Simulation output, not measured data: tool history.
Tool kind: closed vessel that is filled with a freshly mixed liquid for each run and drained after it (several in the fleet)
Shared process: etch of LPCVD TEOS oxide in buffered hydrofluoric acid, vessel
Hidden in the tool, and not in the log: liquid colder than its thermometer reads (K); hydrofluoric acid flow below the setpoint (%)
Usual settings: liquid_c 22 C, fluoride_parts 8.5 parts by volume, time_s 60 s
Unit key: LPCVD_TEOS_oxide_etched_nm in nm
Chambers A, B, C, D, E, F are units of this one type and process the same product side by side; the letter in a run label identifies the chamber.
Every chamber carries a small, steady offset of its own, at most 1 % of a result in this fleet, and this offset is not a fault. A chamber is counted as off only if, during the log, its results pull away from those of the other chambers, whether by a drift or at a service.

run,hour,liquid_c,fluoride_parts,time_s,hours since the thermometer was replaced,hours since the hydrofluoric acid flow meter was replaced,"read-back film thickness of the LPCVD TEOS oxide reference wafer, read on the same gauge (nm)",LPCVD_TEOS_oxide_etched_nm
1C,7.2,22,8.5,60,25.6,431.3,79.982,238.2
2B,19.2,22,8.5,60,282.9,1110,79.995,232.32
3E,29,22,8.5,60,856.6,739.3,79.997,234.9
4F,38.6,22,8.5,60,1805.5,263.1,79.993,237.53
5A,47.6,22,8.5,60,1757.5,627.7,79.998,239.01
6D,58.3,22,8.5,60,424,1631.8,80.017,237.38
7A,70.2,22,8.5,60,1780.1,650.3,80.013,236.41
8E,78.8,22,8.5,40,906.4,789.1,79.983,158.26
9B,87.1,22,8.5,40,350.8,1177.9,79.996,153.69
# hour 91.9: chamber C: hydrofluoric acid flow meter replaced
10D,96.4,22,8.5,40,462.1,1669.9,80.001,155.83
11F,106.7,22,8.5,40,1873.6,331.2,80.012,157.85
12C,115.5,22,8.5,40,133.9,23.7,80.008,157.88
13C,127.8,22,8.5,40,146.2,36,79.996,156.77
14F,138.2,22,8.5,60,1905.1,362.7,80.017,239.21
15D,149.9,22,8.5,60,515.6,1723.4,80.002,232.75
16E,157.9,22,8.5,60,985.5,868.2,79.993,235.04
17A,165,22,8.5,60,1874.9,745.1,79.996,235.7
# hour 167.7: chamber D: hydrofluoric acid flow meter replaced
18B,175.2,18,8.5,60,438.9,1266,80.006,184.88
19E,182.9,18,8.5,60,1010.5,893.2,79.993,184.81
20A,192.1,18,8.5,60,1902,772.2,79.999,191.24
21D,203.2,18,8.5,60,568.9,35.6,80.005,186.21
22F,210.6,18,8.5,60,1977.5,435.1,80.015,187.81
23B,216.6,18,8.5,60,480.3,1307.4,80.001,188.29
# hour 225.9: chamber F: hydrofluoric acid flow meter replaced
24C,227.2,22,8.5,60,245.6,135.4,80.021,238.59
# hour 235.5: chamber E: thermometer replaced
25D,235.5,22,8.5,60,601.2,67.9,80.017,232.17
26A,245.1,22,8.5,60,1955,825.2,79.996,239.86
27C,252.9,22,8.5,60,271.3,161.1,80.025,237.45
28F,258.7,22,8.5,60,2025.6,32.8,79.992,236.14
29B,270,22,8.5,60,533.7,1360.8,79.986,233.76
30E,275.7,22,8.5,60,40.3,986,80.002,222.06
31E,287.8,17.5,8.5,60,52.4,998.1,79.979,172.6
32C,295.4,17.5,8.5,60,313.8,203.6,79.999,182.7
33B,300.9,17.5,8.5,60,564.6,1391.7,79.988,179.91
34D,310.8,17.5,8.5,60,676.5,143.2,80.021,181.44
35F,323.4,17.5,8.5,60,2090.3,97.5,79.997,184.61
36A,331.3,17.5,8.5,60,2041.2,911.4,79.989,181.74
37A,340.9,22,8.5,60,2050.8,921,80.006,236.77
38C,349.5,22,8.5,60,367.9,257.7,79.995,235.4
39E,362.2,22,11.5,60,126.8,1072.5,79.99,165.98

Is one chamber out of step, is the gauge drifting, or do the chambers differ by no more than their own small offsets? For an off chamber, give its letter and the likeliest cause.

Chamber E drifts away from the others.
Cause: hydrofluoric acid flow below the setpoint (%) = 8.9.

Which of the 4 candidates below, each the usual settings with something changed and its results left as question marks, puts chamber E back in line with what the other chambers give on the usual settings?
A result is in line if it is within this distance of the other chambers' mean on the usual settings: LPCVD_TEOS_oxide_etched_nm 6.5 nm
40E-1,371.4,22,9,60,,,,?
40E-2,371.4,22.5,8.5,60,,,,?
40E-3,371.4,22,8.5,55,,,,?
40E-4,371.4,23.5,8.5,60,,,,?

Average result of the remaining chambers running the usual settings: LPCVD_TEOS_oxide_etched_nm 235.35 nm
run,LPCVD_TEOS_oxide_etched_nm
40E-1,208.79
40E-2,222.49
40E-3,198.51
40E-4,234.91
It is 40E-4 that realigns the chamber with its peers.
